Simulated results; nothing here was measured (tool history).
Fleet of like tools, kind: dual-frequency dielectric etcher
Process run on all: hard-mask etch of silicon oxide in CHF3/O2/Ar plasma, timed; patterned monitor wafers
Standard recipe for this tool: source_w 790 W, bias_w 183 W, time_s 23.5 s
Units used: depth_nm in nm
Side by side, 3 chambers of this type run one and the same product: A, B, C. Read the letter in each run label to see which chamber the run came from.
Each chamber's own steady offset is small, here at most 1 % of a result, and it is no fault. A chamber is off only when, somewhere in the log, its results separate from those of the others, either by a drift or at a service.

run,hour,source_w,bias_w,time_s,"read-back reference wafer on the same gauge, depth_nm",depth_nm
1A,5.3,790,183,23.5,41.798,52.274
2C,10.9,790,183,23.5,41.804,52.254
3B,18.5,790,183,23.5,41.778,51.549
4C,22.1,790,183,23.5,41.759,52.121
5A,26.7,790,183,23.5,41.787,52.234
6B,34.4,790,183,23.5,41.748,51.648
7A,40.7,790,183,23.5,41.747,52.047
8B,48.0,790,183,23.5,41.738,51.439
9C,55.8,790,183,23.5,41.722,52.050
10A,59.7,790,183,23.5,41.726,52.168
11B,67.1,790,183,23.5,41.720,51.532
12C,72.3,790,183,23.5,41.727,52.011
13B,76.1,790,183,23.5,41.696,51.356
14C,79.9,790,223,23.5,41.708,55.693
15A,87.9,790,223,23.5,41.679,55.645
16B,94.6,790,223,23.5,41.664,55.091
17C,98.3,860,153,23.5,41.673,50.784
18A,106.0,860,153,23.5,41.672,50.790
19B,113.8,860,153,23.5,41.660,50.029
20A,121.0,710,183,29.0,41.632,61.661
21C,128.7,710,183,29.0,41.628,61.498
22C,134.2,710,183,29.0,41.642,61.459
23A,141.5,790,183,23.5,41.619,52.027
24B,149.2,790,183,23.5,41.605,51.329
25B,155.4,790,183,23.5,41.598,51.332
26A,161.4,790,183,23.5,41.601,51.821
27C,169.0,790,183,23.5,41.586,51.945
28A,176.9,790,183,23.5,41.588,51.933
29C,180.6,790,183,23.5,41.563,51.771

Does one chamber stand apart from the rest, does the shared gauge drift, or is all well apart from small per-chamber offsets? Give the chamber and the most likely cause, where there is one.

None of the chambers is off. What moves is the gauge, dragging all their readings along together.
What lies behind it: gauge reads low (%) = 0.568.

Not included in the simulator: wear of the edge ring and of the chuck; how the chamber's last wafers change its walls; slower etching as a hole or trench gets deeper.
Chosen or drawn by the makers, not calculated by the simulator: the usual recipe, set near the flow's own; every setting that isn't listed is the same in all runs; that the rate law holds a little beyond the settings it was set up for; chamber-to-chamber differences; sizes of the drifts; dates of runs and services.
